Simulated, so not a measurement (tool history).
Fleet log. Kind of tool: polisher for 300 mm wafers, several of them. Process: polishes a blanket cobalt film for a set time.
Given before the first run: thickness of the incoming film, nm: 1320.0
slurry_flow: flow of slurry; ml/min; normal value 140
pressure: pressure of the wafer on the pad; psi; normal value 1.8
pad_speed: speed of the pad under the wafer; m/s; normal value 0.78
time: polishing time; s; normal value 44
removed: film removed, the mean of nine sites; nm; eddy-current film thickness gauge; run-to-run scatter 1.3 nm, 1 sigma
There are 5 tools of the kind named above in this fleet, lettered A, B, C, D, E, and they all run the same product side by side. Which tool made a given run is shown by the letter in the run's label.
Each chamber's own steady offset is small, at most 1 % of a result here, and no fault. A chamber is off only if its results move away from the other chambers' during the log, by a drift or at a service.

run,day,slurry_flow,pressure,pad_speed,time,removed
# day 0.192: chamber A: worn pad replaced by a new one
# day 0.396: chamber C: slurry nozzle cleaned
1B,0.633,140,1.8,0.78,44,148.98
2A,1.071,140,1.8,0.78,44,149.46
3D,1.617,140,1.8,0.78,44,148.34
# day 1.75: chamber D: worn pad replaced by a new one
# day 1.904: chamber B: worn pad replaced by a new one
4C,2.017,140,1.8,0.78,44,149.74
5E,2.467,140,1.8,0.78,44,150.76
# day 2.496: chamber E: worn pad replaced by a new one
6B,2.917,140,1.8,0.78,44,149.85
7E,3.262,140,1.8,0.78,44,151.91
# day 3.554: chamber A: worn pad replaced by a new one
8C,3.812,140,1.8,0.78,44,150.21
# day 4.238: chamber B: slurry nozzle cleaned
9D,4.312,140,1.8,0.78,44,150.57
10A,4.971,140,1.8,0.78,44,151.19
11D,5.512,140,1.8,0.78,44,151.31
12C,6.054,140,1.8,0.78,44,148.71
# day 6.317: chamber E: worn pad replaced by a new one
13A,6.383,140,1.8,0.78,44,151.58
14B,6.7,140,1.8,0.78,54,182.43
15E,7.162,140,1.8,0.78,54,183.3
# day 7.208: chamber A: worn pad replaced by a new one
# day 7.338: chamber B: worn pad replaced by a new one
# day 7.462: chamber D: worn pad replaced by a new one
16E,7.767,140,1.8,0.78,54,190.47
17A,8.1,140,1.8,0.78,54,184.59
# day 8.362: chamber C: worn pad replaced by a new one
18B,8.475,140,1.8,0.78,54,182.98
19D,9.008,140,1.8,0.78,44,149.58
# day 9.392: chamber E: worn pad replaced by a new one
20C,9.525,140,1.8,0.78,44,149.68
21C,10.025,140,1.8,0.78,44,150.57
22A,10.538,165,1.8,0.78,44,157.17
# day 10.629: chamber A: worn pad replaced by a new one
23D,11.054,165,1.8,0.78,44,152.43
24B,11.471,165,1.8,0.78,44,153.2
25E,12.021,165,1.8,0.78,44,155.74
# day 12.196: chamber D: slurry nozzle cleaned
# day 12.467: chamber E: worn pad replaced by a new one
26B,12.588,165,1.8,0.78,44,153.33
# day 12.779: chamber B: worn pad replaced by a new one
27A,13.1,140,1.8,0.78,44,148.59
# day 13.571: chamber D: worn pad replaced by a new one
28C,13.6,140,1.8,0.78,44,148.77
29E,14.162,140,2.1,0.78,54,211.85
30D,14.5,140,2.1,0.78,54,211.89
31B,14.933,140,2.1,0.78,54,215.76

For the next run the whole fleet of 5 chambers uses the same settings. Give each chamber's results:
32A,15.408,140,1.8,0.52,44,?
32B,15.408,140,1.8,0.52,44,?
32C,15.408,140,1.8,0.52,44,?
32D,15.408,140,1.8,0.52,44,?
32E,15.408,140,1.8,0.52,44,?

run,removed
32A,102.11
32B,99.865
32C,99.414
32D,102.04
32E,100.81
